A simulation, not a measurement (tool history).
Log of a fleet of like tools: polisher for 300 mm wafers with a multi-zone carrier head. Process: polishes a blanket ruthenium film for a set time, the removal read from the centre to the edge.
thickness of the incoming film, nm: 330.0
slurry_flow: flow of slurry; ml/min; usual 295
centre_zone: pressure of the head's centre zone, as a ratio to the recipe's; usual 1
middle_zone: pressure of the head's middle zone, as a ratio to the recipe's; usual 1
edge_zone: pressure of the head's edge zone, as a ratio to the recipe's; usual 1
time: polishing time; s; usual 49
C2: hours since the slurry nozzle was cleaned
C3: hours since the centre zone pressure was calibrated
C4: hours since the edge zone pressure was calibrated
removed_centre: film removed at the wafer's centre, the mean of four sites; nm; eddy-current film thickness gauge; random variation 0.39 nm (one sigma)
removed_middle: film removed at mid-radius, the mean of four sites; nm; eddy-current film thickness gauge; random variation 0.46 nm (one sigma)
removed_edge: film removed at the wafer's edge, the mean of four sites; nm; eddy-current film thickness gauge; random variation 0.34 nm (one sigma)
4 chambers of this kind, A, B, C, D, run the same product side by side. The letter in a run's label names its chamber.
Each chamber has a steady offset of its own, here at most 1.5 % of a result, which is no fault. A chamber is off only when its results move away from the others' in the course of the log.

At day 0.033: chamber C: worn pad replaced by a new one.
Run 1A, day 0.146: usual settings; wafers polished on this pad 722; C2 240.1; C3 96.6; C4 132.5. Result: removed_centre 37.865 nm, removed_middle 37.832 nm, removed_edge 38.479 nm.
At day 0.283: chamber D: worn pad replaced by a new one.
Run 2B, day 0.317: usual settings; wafers polished on this pad 1159; C2 96.8; C3 136.1; C4 73. Result: removed_centre 38.191 nm, removed_middle 36.831 nm, removed_edge 38.019 nm.
Run 3D, day 0.429: usual settings; wafers polished on this pad 55; C2 54.8; C3 572.8; C4 292.7. Result: removed_centre 38.489 nm, removed_middle 37.494 nm, removed_edge 37.9 nm.
At day 0.492: chamber D: edge zone pressure recalibrated.
Run 4C, day 0.592: usual settings; wafers polished on this pad 214; C2 307.4; C3 453.7; C4 552.2. Result: removed_centre 37.541 nm, removed_middle 38.997 nm, removed_edge 38.391 nm.
Run 5A, day 0.725: usual settings; wafers polished on this pad 943; C2 254; C3 110.5; C4 146.4. Result: removed_centre 38.158 nm, removed_middle 38.184 nm, removed_edge 37.958 nm.
Run 6C, day 0.921: usual settings; wafers polished on this pad 340; C2 315.3; C3 461.6; C4 560.1. Result: removed_centre 38.035 nm, removed_middle 39.304 nm, removed_edge 38.01 nm.
At day 0.975: chamber B: worn pad replaced by a new one.
Run 7D, day 1.042: usual settings; wafers polished on this pad 289; C2 69.5; C3 587.5; C4 13.3. Result: removed_centre 38.532 nm, removed_middle 38.023 nm, removed_edge 37.993 nm.
Run 8B, day 1.192: usual settings; wafers polished on this pad 83; C2 117.8; C3 157.1; C4 94. Result: removed_centre 37.875 nm, removed_middle 37.513 nm, removed_edge 38.472 nm.
At day 1.262: chamber A: worn pad replaced by a new one.
Run 9B, day 1.4: usual settings; wafers polished on this pad 162; C2 122.8; C3 162.1; C4 99. Result: removed_centre 38.215 nm, removed_middle 37.195 nm, removed_edge 37.919 nm.
Run 10C, day 1.608: usual settings; wafers polished on this pad 602; C2 331.8; C3 478.1; C4 576.6. Result: removed_centre 38.635 nm, removed_middle 39.916 nm, removed_edge 38.266 nm.
At day 1.646: chamber D: worn pad replaced by a new one.
Run 11A, day 1.717: usual settings; wafers polished on this pad 174; C2 277.8; C3 134.3; C4 170.2. Result: removed_centre 38.308 nm, removed_middle 38.04 nm, removed_edge 38.446 nm.
Run 12D, day 1.904: usual settings; wafers polished on this pad 99; C2 90.2; C3 608.2; C4 34. Result: removed_centre 38.074 nm, removed_middle 37.703 nm, removed_edge 37.8 nm.
At day 2.008: chamber C: worn pad replaced by a new one.
Run 13A, day 2.075: usual settings; wafers polished on this pad 311; C2 286.4; C3 142.9; C4 178.8. Result: removed_centre 38.379 nm, removed_middle 38.09 nm, removed_edge 38.26 nm.
Run 14B, day 2.275: usual settings; wafers polished on this pad 496; C2 143.8; C3 183.1; C4 120. Result: removed_centre 37.859 nm, removed_middle 38.102 nm, removed_edge 37.584 nm.
Run 15D, day 2.442: usual settings; wafers polished on this pad 304; C2 103.1; C3 621.1; C4 46.9. Result: removed_centre 37.628 nm, removed_middle 37.579 nm, removed_edge 37.755 nm.
Run 16C, day 2.621: usual settings; wafers polished on this pad 234; C2 356.1; C3 502.4; C4 600.9. Result: removed_centre 37.709 nm, removed_middle 37.825 nm, removed_edge 37.769 nm.
Run 17A, day 2.767: usual settings; wafers polished on this pad 575; C2 303; C3 159.5; C4 195.4. Result: removed_centre 38.267 nm, removed_middle 38.28 nm, removed_edge 38.031 nm.
Run 18B, day 2.967: usual settings; wafers polished on this pad 760; C2 160.4; C3 199.7; C4 136.6. Result: removed_centre 38.541 nm, removed_middle 38.212 nm, removed_edge 37.725 nm.
Run 19C, day 3.138: usual settings; wafers polished on this pad 431; C2 368.5; C3 514.8; C4 613.3. Result: removed_centre 38.817 nm, removed_middle 38.536 nm, removed_edge 38.258 nm.
At day 3.292: chamber D: worn pad replaced by a new one.
Run 20D, day 3.325: usual settings; wafers polished on this pad 13; C2 124.3; C3 642.3; C4 68.1. Result: removed_centre 36.693 nm, removed_middle 38.662 nm, removed_edge 37.367 nm.
Run 21C, day 3.525: usual settings; wafers polished on this pad 579; C2 377.8; C3 524.1; C4 622.6. Result: removed_centre 38.272 nm, removed_middle 38.942 nm, removed_edge 37.999 nm.
Run 22D, day 3.646: usual settings but slurry_flow 225 ml/min, centre_zone 0.94; wafers polished on this pad 135; C2 132; C3 650; C4 75.8. Result: removed_centre 33.402 nm, removed_middle 36.351 nm, removed_edge 36.802 nm.
Run 23B, day 3.854: usual settings but slurry_flow 225 ml/min, centre_zone 0.94; wafers polished on this pad 1098; C2 181.7; C3 221; C4 157.9. Result: removed_centre 34.672 nm, removed_middle 36.493 nm, removed_edge 37.445 nm.
At day 3.958: chamber C: worn pad replaced by a new one.
At day 4.029: chamber A: worn pad replaced by a new one.
Run 24A, day 4.042: usual settings but slurry_flow 225 ml/min, centre_zone 0.94; wafers polished on this pad 5; C2 333.6; C3 190.1; C4 226. Result: removed_centre 34.084 nm, removed_middle 36.961 nm, removed_edge 38.095 nm.
Run 25B, day 4.171: usual settings but slurry_flow 225 ml/min, centre_zone 0.94; wafers polished on this pad 1219; C2 189.3; C3 228.6; C4 165.5. Result: removed_centre 35.048 nm, removed_middle 36.019 nm, removed_edge 37.613 nm.
Run 26D, day 4.267: usual settings; wafers polished on this pad 372; C2 146.9; C3 664.9; C4 90.7. Result: removed_centre 36.133 nm, removed_middle 38.314 nm, removed_edge 38.074 nm.
Run 27A, day 4.371: usual settings; wafers polished on this pad 130; C2 341.5; C3 198; C4 233.9. Result: removed_centre 37.983 nm, removed_middle 38.07 nm, removed_edge 39.002 nm.
Run 28C, day 4.521: usual settings; wafers polished on this pad 215; C2 401.7; C3 548; C4 646.5. Result: removed_centre 38.571 nm, removed_middle 38.787 nm, removed_edge 38.283 nm.
At day 4.604: chamber B: worn pad replaced by a new one.
Run 29B, day 4.662: usual settings; wafers polished on this pad 22; C2 201.1; C3 240.4; C4 177.3. Result: removed_centre 38.048 nm, removed_middle 38.134 nm, removed_edge 38.389 nm.
Run 30A, day 4.804: usual settings; wafers polished on this pad 296; C2 351.9; C3 208.4; C4 244.3. Result: removed_centre 37.772 nm, removed_middle 38.157 nm, removed_edge 38.232 nm.
Run 31C, day 4.967: usual settings; wafers polished on this pad 385; C2 412.4; C3 558.7; C4 657.2. Result: removed_centre 38.459 nm, removed_middle 38.91 nm, removed_edge 38.298 nm.
At day 5.025: chamber D: worn pad replaced by a new one.
Run 32D, day 5.096: usual settings; wafers polished on this pad 28; C2 166.8; C3 684.8; C4 110.6. Result: removed_centre 35.446 nm, removed_middle 37.825 nm, removed_edge 37.49 nm.
Run 33A, day 5.279: usual settings; wafers polished on this pad 477; C2 363.3; C3 219.8; C4 255.7. Result: removed_centre 38.18 nm, removed_middle 38.113 nm, removed_edge 37.827 nm.
Run 34C, day 5.467: usual settings; wafers polished on this pad 575; C2 424.4; C3 570.7; C4 669.2. Result: removed_centre 37.751 nm, removed_middle 38.17 nm, removed_edge 38.546 nm.
At day 5.675: chamber C: worn pad replaced by a new one.
Run 35D, day 5.688: usual settings but edge_zone 0.93; wafers polished on this pad 254; C2 181; C3 699; C4 124.8. Result: removed_centre 35.345 nm, removed_middle 37.667 nm, removed_edge 36.331 nm.
Run 36B, day 5.833: usual settings but edge_zone 0.93; wafers polished on this pad 468; C2 229.2; C3 268.5; C4 205.4. Result: removed_centre 38.348 nm, removed_middle 37.219 nm, removed_edge 36.617 nm.
Run 37A, day 6.012: usual settings but edge_zone 0.93; wafers polished on this pad 757; C2 380.9; C3 237.4; C4 273.3. Result: removed_centre 37.464 nm, removed_middle 37.971 nm, removed_edge 36.633 nm.
Run 38C, day 6.212: usual settings but edge_zone 0.93; wafers polished on this pad 205; C2 442.3; C3 588.6; C4 687.1. Result: removed_centre 38.337 nm, removed_middle 38.351 nm, removed_edge 37.141 nm.
Run 39D, day 6.408: usual settings; wafers polished on this pad 529; C2 198.3; C3 716.3; C4 142.1. Result: removed_centre 34.659 nm, removed_middle 37.253 nm, removed_edge 37.003 nm.
Run 40B, day 6.608: usual settings; wafers polished on this pad 764; C2 247.8; C3 287.1; C4 224. Result: removed_centre 38.017 nm, removed_middle 38.32 nm, removed_edge 38.517 nm.
Run 41C, day 6.729: usual settings but centre_zone 0.95, time 44 s; wafers polished on this pad 402; C2 454.7; C3 601; C4 699.5. Result: removed_centre 32.422 nm, removed_middle 34.362 nm, removed_edge 34.532 nm.

What goes on in this fleet: one chamber off, a drifting gauge, or nothing beyond the chambers' own small offsets? Name the chamber and the cause, if any.

Chamber D drifts away from the others.
Cause: centre zone's pressure below its setpoint, % = 9.84.

Here are 4 candidates for chamber D's next run, each the usual settings with a change, their results left as question marks. Which one brings its results back in line with what the others give on the usual settings?
In line means no further than this from the other chambers' mean on the usual settings: removed_centre 1.4 nm; removed_middle 1.6 nm; removed_edge 1.2 nm
Run 42D-1, day 6.888: usual settings but slurry_flow 285 ml/min, centre_zone 0.88, middle_zone 1.03, edge_zone 1.04, time 47 s. Result: removed_centre ?, removed_middle ?, removed_edge ?.
Run 42D-2, day 6.888: usual settings but slurry_flow 290 ml/min, centre_zone 0.93, middle_zone 1.02, edge_zone 1.02, time 48 s. Result: removed_centre ?, removed_middle ?, removed_edge ?.
Run 42D-3, day 6.888: usual settings but slurry_flow 300 ml/min, centre_zone 1.07, middle_zone 0.98, edge_zone 0.98, time 50 s. Result: removed_centre ?, removed_middle ?, removed_edge ?.
Run 42D-4, day 6.888: usual settings but slurry_flow 305 ml/min, centre_zone 1.12, middle_zone 0.97, edge_zone 0.96, time 51 s. Result: removed_centre ?, removed_middle ?, removed_edge ?.

The other chambers' mean on the usual settings: removed_centre 38.135 nm; removed_middle 38.268 nm; removed_edge 38.191 nm
  run  removed_centre  removed_middle  removed_edge
42D-1          28.453          37.116        36.586
42D-2          30.953          37.633        37.037
42D-3          37.734          37.916        37.899
42D-4          40.519          38.373          38.3
42D-3 brings the chamber back in line.
